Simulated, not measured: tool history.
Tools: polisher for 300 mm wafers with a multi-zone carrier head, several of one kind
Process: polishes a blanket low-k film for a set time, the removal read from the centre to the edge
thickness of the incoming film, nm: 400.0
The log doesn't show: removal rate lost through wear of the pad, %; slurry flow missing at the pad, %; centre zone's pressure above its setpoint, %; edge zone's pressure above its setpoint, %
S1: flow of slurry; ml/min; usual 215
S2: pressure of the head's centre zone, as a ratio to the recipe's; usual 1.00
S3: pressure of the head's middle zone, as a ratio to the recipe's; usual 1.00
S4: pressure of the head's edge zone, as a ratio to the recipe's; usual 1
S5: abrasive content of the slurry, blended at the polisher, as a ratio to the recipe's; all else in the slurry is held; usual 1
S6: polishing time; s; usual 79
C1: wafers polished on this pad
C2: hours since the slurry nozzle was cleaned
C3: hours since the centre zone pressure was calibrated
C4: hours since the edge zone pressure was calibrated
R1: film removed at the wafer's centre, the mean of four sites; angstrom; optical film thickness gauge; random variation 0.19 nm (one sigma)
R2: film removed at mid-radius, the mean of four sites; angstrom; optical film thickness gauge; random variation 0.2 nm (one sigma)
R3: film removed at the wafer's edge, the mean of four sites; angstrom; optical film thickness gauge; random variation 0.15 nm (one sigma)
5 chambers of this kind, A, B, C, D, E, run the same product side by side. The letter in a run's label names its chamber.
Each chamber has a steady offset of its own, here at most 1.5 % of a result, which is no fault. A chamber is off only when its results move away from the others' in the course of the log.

run   hour   S1    S2    S3  S4  S5   S6    C1     C2     C3      C4      R1      R2      R3
 1A    2.0  215  1.00  1.00   1   1   79   520   11.4  214.0   102.3  216.15  211.86  215.51
 2D    4.6  215  1.00  1.00   1   1   79   396  125.1  412.8   597.0  218.78  214.34  215.94
 3E    6.8  215  1.00  1.00   1   1   79   467  433.5  212.9  1070.4  216.44  220.44  215.67
 4C   10.5  215  1.00  1.00   1   1   79   559  195.4   49.2   410.4  217.06  216.79  216.48
 5B   13.3  215  1.00  0.92   1   1   79   467  127.0  129.2   804.6  216.20  201.03  216.30
 6A   17.2  215  1.00  0.92   1   1   79   639   26.6  229.2   117.5  217.04  199.21  217.49
 7D   20.4  215  1.00  0.92   1   1   79   520  140.9  428.6   612.8  216.73  199.28  217.67
      22.5  -- chamber B: edge zone pressure recalibrated
 8C   22.5  215  1.00  0.92   1   1   79   653  207.4   61.2   422.4  215.50  201.74  217.58
 9E   24.9  215  1.00  0.92   1   1   79   609  451.6  231.0  1088.5  214.78  201.27  217.34
10B   27.6  215  1.00  1.00   1   1   79   579  141.3  143.5     5.1  221.46  213.44  215.42
11E   30.7  215  1.00  1.00   1   1   79   655  457.4  236.8  1094.3  217.40  217.25  213.89
12A   33.0  215  1.00  1.00   1   1   79   763   42.4  245.0   133.3  213.92  213.63  215.20
13B   35.9  215  1.00  1.00   1   1   79   644  149.6  151.8    13.4  217.63  215.84  216.88
14C   38.1  215  1.00  1.00   1   1   79   775  223.0   76.8   438.0  215.71  215.45  215.40
      38.9  -- chamber A: worn pad replaced by a new one
15D   40.5  215  1.00  1.00   1   1   79   678  161.0  448.7   632.9  215.89  213.46  216.45
      42.7  -- chamber E: slurry nozzle cleaned
16E   43.8  215  1.00  1.00   1   1   79   758    1.1  249.9  1107.4  219.00  216.46  215.58
17C   46.0  215  1.00  1.00   1   1   79   838  230.9   84.7   445.9  213.00  214.38  215.42
18D   49.3  215  1.00  1.00   1   1   79   747  169.8  457.5   641.7  219.17  216.94  215.66
19A   53.3  215  1.00  1.00   1   1   79   113   62.7  265.3   153.6  218.20  217.52  215.08
      54.3  -- chamber E: worn pad replaced by a new one
20B   56.0  215  1.00  1.00   1   1   79   802  169.7  171.9    33.5  216.38  217.38  215.55
21B   60.0  215  1.00  1.00   1   1   79   833  173.7  175.9    37.5  215.37  217.04  214.97
22C   64.1  215  1.00  1.00   1   1   79   980  249.0  102.8   464.0  217.26  215.90  211.72
23A   67.9  215  1.00  1.00   1   1   79   227   77.3  279.9   168.2  215.33  211.23  220.22
24E   69.9  215  1.00  1.00   1   1   79   123   27.2  276.0  1133.5  213.19  218.00  217.25
25D   72.5  215  1.00  1.00   1   1   79   929  193.0  480.7   664.9  216.82  215.35  217.70
26E   74.6  215  1.00  1.00   1   1   79   160   31.9  280.7  1138.2  220.79  218.88  215.01
27D   77.9  215  1.00  1.00   1   1   79   971  198.4  486.1   670.3  219.13  215.64  216.63
      80.7  -- chamber C: worn pad replaced by a new one
28C   81.7  215  1.00  1.00   1   1   79     7  266.6  120.4   481.6  214.62  214.23  214.89
29B   83.7  215  1.00  1.00   1   1   79  1020  197.4  199.6    61.2  216.50  215.32  216.06
30A   87.0  215  1.00  1.00   1   1   79   377   96.4  299.0   187.3  217.92  216.67  220.42
31B   90.1  215  1.00  1.00   1   1   79  1070  203.8  206.0    67.6  214.99  214.25  215.97
32E   92.1  215  1.08  1.00   1   1  105   297   49.4  298.2  1155.7  310.38  285.86  285.03
      94.4  -- chamber D: worn pad replaced by a new one
33A   95.5  215  1.08  1.00   1   1  105   444  104.9  307.5   195.8  312.28  285.48  288.15
34C   97.3  215  1.08  1.00   1   1  105   130  282.2  136.0   497.2  312.26  287.41  286.16
35D  100.6  215  1.08  1.00   1   1  105    49  221.1  508.8   693.0  316.03  285.37  288.04
36B  103.8  215  1.08  1.00   1   1  105  1177  217.5  219.7    81.3  309.41  283.73  285.92

All 5 chambers run these settings next. Forecast each chamber's results:
37A  106.9  215  1.00  1.00   1   1  79                   ?   ?   ?
37B  106.9  215  1.00  1.00   1   1  79                   ?   ?   ?
37C  106.9  215  1.00  1.00   1   1  79                   ?   ?   ?
37D  106.9  215  1.00  1.00   1   1  79                   ?   ?   ?
37E  106.9  215  1.00  1.00   1   1  79                   ?   ?   ?

run      R1      R2      R3
37A  214.63  212.30  220.02
37B  219.34  216.55  217.06
37C  214.00  217.81  216.50
37D  220.67  210.13  216.53
37E  220.04  218.86  217.69
